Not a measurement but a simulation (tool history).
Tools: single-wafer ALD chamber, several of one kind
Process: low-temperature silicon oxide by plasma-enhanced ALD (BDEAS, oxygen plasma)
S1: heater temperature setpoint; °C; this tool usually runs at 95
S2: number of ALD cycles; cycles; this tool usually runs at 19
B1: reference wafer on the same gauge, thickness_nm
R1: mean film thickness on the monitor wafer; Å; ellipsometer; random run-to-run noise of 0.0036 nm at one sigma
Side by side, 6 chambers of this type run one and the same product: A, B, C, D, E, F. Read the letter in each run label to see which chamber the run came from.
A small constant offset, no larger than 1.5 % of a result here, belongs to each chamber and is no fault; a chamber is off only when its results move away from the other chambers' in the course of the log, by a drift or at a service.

Run 1A, hour 2.7: usual settings; B1 3.0395. Result: R1 27.600 Å.
Run 2B, hour 6.2: usual settings; B1 3.0392. Result: R1 27.229 Å.
Run 3D, hour 8.7: usual settings; B1 3.0392. Result: R1 27.666 Å.
Run 4F, hour 13.2: usual settings; B1 3.0388. Result: R1 27.643 Å.
Run 5C, hour 17.2: usual settings; B1 3.0377. Result: R1 27.512 Å.
Run 6E, hour 20.9: usual settings; B1 3.0370. Result: R1 27.685 Å.
Run 7D, hour 23.0: usual settings; B1 3.0373. Result: R1 27.643 Å.
Run 8F, hour 25.3: usual settings; B1 3.0375. Result: R1 27.659 Å.
Run 9A, hour 28.4: usual settings; B1 3.0362. Result: R1 27.602 Å.
Run 10C, hour 32.6: usual settings; B1 3.0357. Result: R1 27.506 Å.
Run 11E, hour 34.7: usual settings but S1 106 °C, S2 23 cycles; B1 3.0358. Result: R1 32.508 Å.
Run 12B, hour 37.9: usual settings but S1 106 °C, S2 23 cycles; B1 3.0356. Result: R1 31.983 Å.
Run 13C, hour 41.2: usual settings but S1 106 °C, S2 23 cycles; B1 3.0337. Result: R1 32.273 Å.
Run 14E, hour 44.7: usual settings but S1 106 °C, S2 23 cycles; B1 3.0348. Result: R1 32.451 Å.
Run 15D, hour 48.5: usual settings but S1 106 °C, S2 23 cycles; B1 3.0335. Result: R1 32.408 Å.
Run 16F, hour 50.7: usual settings but S1 106 °C, S2 23 cycles; B1 3.0329. Result: R1 32.492 Å.
Run 17B, hour 52.8: usual settings but S1 83 °C; B1 3.0342. Result: R1 28.361 Å.
Run 18A, hour 57.0: usual settings but S1 83 °C; B1 3.0326. Result: R1 28.684 Å.
Run 19F, hour 61.1: usual settings but S1 83 °C; B1 3.0325. Result: R1 28.732 Å.
Run 20B, hour 65.6: usual settings but S1 83 °C; B1 3.0312. Result: R1 28.288 Å.
Run 21A, hour 67.8: usual settings but S1 83 °C; B1 3.0318. Result: R1 28.707 Å.
Run 22C, hour 71.6: usual settings but S1 83 °C; B1 3.0317. Result: R1 28.586 Å.
Run 23D, hour 74.3: usual settings; B1 3.0307. Result: R1 27.589 Å.
Run 24E, hour 78.5: usual settings; B1 3.0302. Result: R1 27.584 Å.
Run 25A, hour 80.8: usual settings; B1 3.0294. Result: R1 27.550 Å.
Run 26B, hour 83.5: usual settings; B1 3.0297. Result: R1 27.149 Å.
Run 27E, hour 86.8: usual settings; B1 3.0275. Result: R1 27.554 Å.
Run 28C, hour 91.2: usual settings; B1 3.0276. Result: R1 27.458 Å.
Run 29D, hour 94.5: usual settings; B1 3.0272. Result: R1 27.580 Å.
Run 30F, hour 97.3: usual settings; B1 3.0283. Result: R1 27.523 Å.
Run 31F, hour 99.5: usual settings but S2 21 cycles; B1 3.0273. Result: R1 30.366 Å.
Run 32E, hour 102.4: usual settings but S2 21 cycles; B1 3.0263. Result: R1 30.531 Å.
Run 33D, hour 106.7: usual settings but S2 21 cycles; B1 3.0264. Result: R1 30.490 Å.
Run 34A, hour 109.0: usual settings but S2 21 cycles; B1 3.0267. Result: R1 30.368 Å.
Run 35C, hour 112.1: usual settings but S2 21 cycles; B1 3.0261. Result: R1 30.302 Å.
Run 36B, hour 116.2: usual settings but S2 21 cycles; B1 3.0249. Result: R1 29.833 Å.
Run 37F, hour 119.1: usual settings; B1 3.0243. Result: R1 27.554 Å.
Run 38B, hour 122.9: usual settings; B1 3.0242. Result: R1 27.168 Å.

Which is it: a chamber that has drifted or been left off by a service, a gauge drift common to all chambers, or only each chamber's usual small offset? If a chamber is off, name it and its likeliest cause.

None of the chambers is off. What moves is the gauge, dragging all their readings along together.
Most likely cause: gauge reads low (%) = 0.535.
